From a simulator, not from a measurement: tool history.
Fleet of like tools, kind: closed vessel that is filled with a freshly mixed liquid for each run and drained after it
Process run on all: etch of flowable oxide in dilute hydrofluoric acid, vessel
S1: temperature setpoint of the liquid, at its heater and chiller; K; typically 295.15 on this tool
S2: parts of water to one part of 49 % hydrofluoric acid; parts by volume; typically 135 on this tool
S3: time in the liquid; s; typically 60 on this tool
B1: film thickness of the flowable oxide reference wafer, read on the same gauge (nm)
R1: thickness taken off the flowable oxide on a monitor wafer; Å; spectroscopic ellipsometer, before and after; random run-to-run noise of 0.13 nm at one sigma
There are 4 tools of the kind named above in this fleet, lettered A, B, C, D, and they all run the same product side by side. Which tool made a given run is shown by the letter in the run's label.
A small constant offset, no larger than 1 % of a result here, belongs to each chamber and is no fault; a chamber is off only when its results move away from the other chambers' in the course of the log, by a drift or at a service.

| run | hour | S1 | S2 | S3 | B1 | R1 |
|---|---|---|---|---|---|---|
| 1D | 9.8 | 295.15 | 135 | 60 | 29.965 | 148.81 |
| 2B | 17.5 | 295.15 | 135 | 60 | 30.007 | 148.09 |
| 3A | 25.0 | 295.15 | 135 | 60 | 30.006 | 151.82 |
| 4C | 32.5 | 295.15 | 135 | 60 | 30.036 | 150.36 |
| 5C | 41.7 | 295.15 | 135 | 60 | 30.011 | 151.41 |
| 6D | 46.5 | 295.15 | 135 | 60 | 30.003 | 148.68 |
| 7A | 55.4 | 295.15 | 135 | 60 | 29.985 | 148.74 |
| 8B | 63.3 | 295.15 | 135 | 60 | 29.968 | 149.87 |
| 9A | 73.3 | 295.15 | 185 | 60 | 29.976 | 103.64 |
| 10B | 82.0 | 295.15 | 185 | 60 | 30.019 | 101.21 |
| 11D | 91.7 | 295.15 | 185 | 60 | 29.973 | 101.30 |
|  | 94.3 | chamber C: thermometer replaced |
| 12C | 99.7 | 295.15 | 185 | 60 | 29.988 | 105.68 |
| 13A | 107.5 | 295.15 | 135 | 60 | 29.990 | 150.54 |
| 14B | 116.9 | 295.15 | 135 | 60 | 29.988 | 145.66 |
| 15D | 125.0 | 295.15 | 135 | 60 | 30.034 | 149.41 |
| 16C | 131.5 | 292.65 | 165 | 60 | 30.024 | 107.08 |
| 17A | 140.5 | 292.65 | 165 | 60 | 29.992 | 107.77 |
| 18D | 149.0 | 292.65 | 165 | 60 | 29.992 | 107.76 |
| 19C | 155.9 | 292.65 | 165 | 60 | 30.004 | 105.20 |
| 20B | 162.1 | 295.15 | 135 | 60 | 30.015 | 144.05 |
| 21A | 168.7 | 295.15 | 135 | 60 | 30.012 | 148.87 |
| 22B | 173.4 | 295.15 | 135 | 60 | 29.994 | 143.12 |
| 23C | 181.9 | 295.15 | 135 | 60 | 29.972 | 148.55 |
| 24D | 188.7 | 295.15 | 135 | 60 | 30.026 | 149.76 |

One chamber off, gauge drift, or nothing amiss beyond the chambers' own small offsets? If it is a chamber, which one, and what is the likeliest cause?

One chamber, B, drifts off from the rest bit by bit.
Cause: liquid colder than its thermometer reads (K) = 1.48.
The log may not tell that from: hydrofluoric acid flow below the setpoint (%).

Here are 4 candidates for chamber B's next run, each the usual settings with a change, their results left as question marks. Which one brings its results back in line with what the others give on the usual settings?
Maximum distance from the other chambers' mean on the usual settings for a result to count as in line: R1 4.70 Å
| 25B-1 | 196.0 | 295.15 | 150 | 60 |  | ? |
| 25B-2 | 196.0 | 293.65 | 135 | 60 |  | ? |
| 25B-3 | 196.0 | 296.65 | 135 | 60 |  | ? |
| 25B-4 | 196.0 | 298.15 | 135 | 60 |  | ? |

The other chambers' mean on the usual settings: R1 149.15 Å
| run | R1 |
|---|---|
| 25B-1 | 124.58 |
| 25B-2 | 132.29 |
| 25B-3 | 148.85 |
| 25B-4 | 157.71 |
The answer is 25B-3, which returns the chamber to within the allowed miss of the others.
